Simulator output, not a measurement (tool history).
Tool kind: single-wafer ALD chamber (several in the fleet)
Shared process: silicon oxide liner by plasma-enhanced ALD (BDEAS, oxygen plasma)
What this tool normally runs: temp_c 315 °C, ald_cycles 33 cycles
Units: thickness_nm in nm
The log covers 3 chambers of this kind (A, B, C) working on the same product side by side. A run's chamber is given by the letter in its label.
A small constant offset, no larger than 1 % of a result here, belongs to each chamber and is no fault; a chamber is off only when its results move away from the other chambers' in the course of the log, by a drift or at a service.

run,hour,temp_c,ald_cycles,hours since the last thermocouple change,"read-back reference wafer on the same gauge, thickness_nm",thickness_nm
1C,6.0,315,33,402.4,2.9390,2.9820
2B,11.7,315,33,129.4,2.9401,3.0043
3A,20.4,315,33,1043.9,2.9401,3.0094
4B,25.4,315,33,143.1,2.9383,3.0147
5C,34.4,315,33,430.8,2.9401,2.9887
6A,40.4,315,33,1063.9,2.9396,3.0117
7A,48.2,315,33,1071.7,2.9410,3.0120
8C,52.3,315,33,448.7,2.9404,2.9987
9B,61.1,315,33,178.8,2.9402,3.0107
10C,69.3,315,33,465.7,2.9393,2.9791
11A,77.8,315,33,1101.3,2.9399,3.0056
12B,86.2,315,33,203.9,2.9394,3.0041
13B,91.0,315,33,208.7,2.9404,3.0132
14A,96.6,315,33,1120.1,2.9393,3.0120
15C,105.4,315,33,501.8,2.9409,2.9988
16B,110.5,315,33,228.2,2.9395,3.0155
17A,115.7,315,33,1139.2,2.9412,3.0053
18C,121.8,315,33,518.2,2.9388,2.9942
19B,129.3,315,33,247.0,2.9387,3.0196
20C,135.6,322,36,532.0,2.9407,3.2329
21A,144.7,322,36,1168.2,2.9396,3.2524
22A,152.8,322,36,1176.3,2.9388,3.2437
23C,156.9,308,29,553.3,2.9402,2.6599

Decide between three cases: one chamber stands off from its peers, the gauge reading all wafers drifts, or nothing is wrong past each chamber's small offset. Where a chamber is off, say which and what most likely put it there.

Neither any chamber nor the gauge drifts; the chambers differ only by their own small, steady offsets.
